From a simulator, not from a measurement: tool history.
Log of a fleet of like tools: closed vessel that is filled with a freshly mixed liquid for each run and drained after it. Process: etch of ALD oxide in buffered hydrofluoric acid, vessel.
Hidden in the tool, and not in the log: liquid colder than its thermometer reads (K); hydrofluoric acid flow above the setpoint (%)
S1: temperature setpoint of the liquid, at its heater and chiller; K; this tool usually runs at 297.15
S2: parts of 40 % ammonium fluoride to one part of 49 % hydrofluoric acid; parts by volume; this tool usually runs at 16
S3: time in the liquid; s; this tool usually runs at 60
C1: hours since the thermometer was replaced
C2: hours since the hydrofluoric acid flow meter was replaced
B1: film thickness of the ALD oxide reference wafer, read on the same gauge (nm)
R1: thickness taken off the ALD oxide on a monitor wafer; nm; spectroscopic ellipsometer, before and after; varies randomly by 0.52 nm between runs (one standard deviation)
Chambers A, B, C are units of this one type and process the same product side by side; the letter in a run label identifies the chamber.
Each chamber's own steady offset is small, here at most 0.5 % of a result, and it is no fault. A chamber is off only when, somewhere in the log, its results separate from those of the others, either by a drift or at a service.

Run 1C, hour 4.8: usual settings; C1 636.9; C2 1530.2; B1 110.03. Result: R1 57.443 nm.
Run 2B, hour 16.1: usual settings; C1 669.6; C2 25.6; B1 110. Result: R1 57.136 nm.
Run 3A, hour 22.1: usual settings; C1 321.8; C2 791; B1 110. Result: R1 56.089 nm.
Run 4C, hour 33.2: usual settings; C1 665.3; C2 1558.6; B1 110.04. Result: R1 57.206 nm.
Run 5A, hour 43.3: usual settings; C1 343; C2 812.2; B1 110.02. Result: R1 56.48 nm.
Run 6B, hour 50.2: usual settings; C1 703.7; C2 59.7; B1 109.95. Result: R1 57.228 nm.
Run 7C, hour 58: usual settings; C1 690.1; C2 1583.4; B1 109.97. Result: R1 56.152 nm.
Run 8B, hour 67.8: usual settings; C1 721.3; C2 77.3; B1 109.97. Result: R1 57.331 nm.
Run 9A, hour 75.9: usual settings; C1 375.6; C2 844.8; B1 110.04. Result: R1 56.3 nm.
Run 10A, hour 82.3: usual settings; C1 382; C2 851.2; B1 110. Result: R1 56.702 nm.
Run 11C, hour 90.6: usual settings; C1 722.7; C2 1616; B1 110. Result: R1 58.045 nm.
Run 12B, hour 100.3: usual settings; C1 753.8; C2 109.8; B1 110. Result: R1 57.287 nm.
Run 13A, hour 110.5: usual settings; C1 410.2; C2 879.4; B1 109.98. Result: R1 56.893 nm.
Run 14B, hour 115.8: usual settings; C1 769.3; C2 125.3; B1 110.02. Result: R1 57.093 nm.
Run 15C, hour 122.5: usual settings but S2 19 parts by volume, S3 30 s; C1 754.6; C2 1647.9; B1 110.03. Result: R1 24.218 nm.
Run 16C, hour 132.4: usual settings but S2 19 parts by volume, S3 30 s; C1 764.5; C2 1657.8; B1 110.02. Result: R1 24.555 nm.
Run 17B, hour 143.4: usual settings but S2 19 parts by volume, S3 30 s; C1 796.9; C2 152.9; B1 109.94. Result: R1 23.892 nm.
Run 18A, hour 151.5: usual settings; C1 451.2; C2 920.4; B1 110.03. Result: R1 56.535 nm.
Run 19C, hour 157: usual settings; C1 789.1; C2 1682.4; B1 110.03. Result: R1 57.236 nm.
Run 20B, hour 166.6: usual settings; C1 820.1; C2 176.1; B1 109.99. Result: R1 55.091 nm.
Run 21A, hour 173.3: usual settings; C1 473; C2 942.2; B1 109.98. Result: R1 56.026 nm.
Run 22C, hour 179.1: usual settings; C1 811.2; C2 1704.5; B1 110. Result: R1 57.316 nm.
Run 23B, hour 186.6: usual settings; C1 840.1; C2 196.1; B1 110.04. Result: R1 55.051 nm.
Run 24A, hour 193: usual settings; C1 492.7; C2 961.9; B1 110. Result: R1 55.973 nm.
Run 25A, hour 201.8: usual settings; C1 501.5; C2 970.7; B1 109.98. Result: R1 57.05 nm.
Run 26B, hour 208.8: usual settings; C1 862.3; C2 218.3; B1 109.99. Result: R1 53.966 nm.
Run 27C, hour 216.3: usual settings but S1 293.15 K, S2 11.5 parts by volume; C1 848.4; C2 1741.7; B1 109.99. Result: R1 62.991 nm.
Run 28A, hour 226.6: usual settings but S1 293.15 K, S2 11.5 parts by volume; C1 526.3; C2 995.5; B1 110. Result: R1 63.309 nm.
Run 29B, hour 235.8: usual settings but S1 293.15 K, S2 11.5 parts by volume; C1 889.3; C2 245.3; B1 109.97. Result: R1 60.269 nm.
Run 30C, hour 245.7: usual settings; C1 877.8; C2 1771.1; B1 110.02. Result: R1 57.15 nm.
Run 31B, hour 254.5: usual settings; C1 908; C2 264; B1 110.01. Result: R1 53.233 nm.
Run 32A, hour 265.6: usual settings; C1 565.3; C2 1034.5; B1 110.04. Result: R1 56.375 nm.

Which is it: a chamber that has drifted or been left off by a service, a gauge drift common to all chambers, or only each chamber's usual small offset? If a chamber is off, name it and its likeliest cause.

One chamber, B, drifts off from the rest bit by bit.
Likeliest cause: liquid colder than its thermometer reads (K) = 1.34.
The log may not separate it from: hydrofluoric acid flow below the setpoint (%).

Chamber B could run next with any of the 4 candidate recipes listed below; each alters the usual settings, and their results appear as question marks. Which one brings its results back in line with what the other chambers deliver on the usual settings?
Allowed miss from the other chambers' usual-settings mean, per result, to count as in line: R1 1.8 nm
Run 33B-1, hour 273.6: usual settings but S1 295.65 K. Result: R1 ?.
Run 33B-2, hour 273.6: usual settings but S1 296.65 K. Result: R1 ?.
Run 33B-3, hour 273.6: usual settings but S3 65 s. Result: R1 ?.
Run 33B-4, hour 273.6: usual settings but S1 297.65 K. Result: R1 ?.

Other chambers, usual settings, mean: R1 57.033 nm
  run      R1
33B-1  48.554
33B-2  51.296
33B-3  57.094
33B-4  54.172
33B-3 puts the chamber back in line with the other chambers.
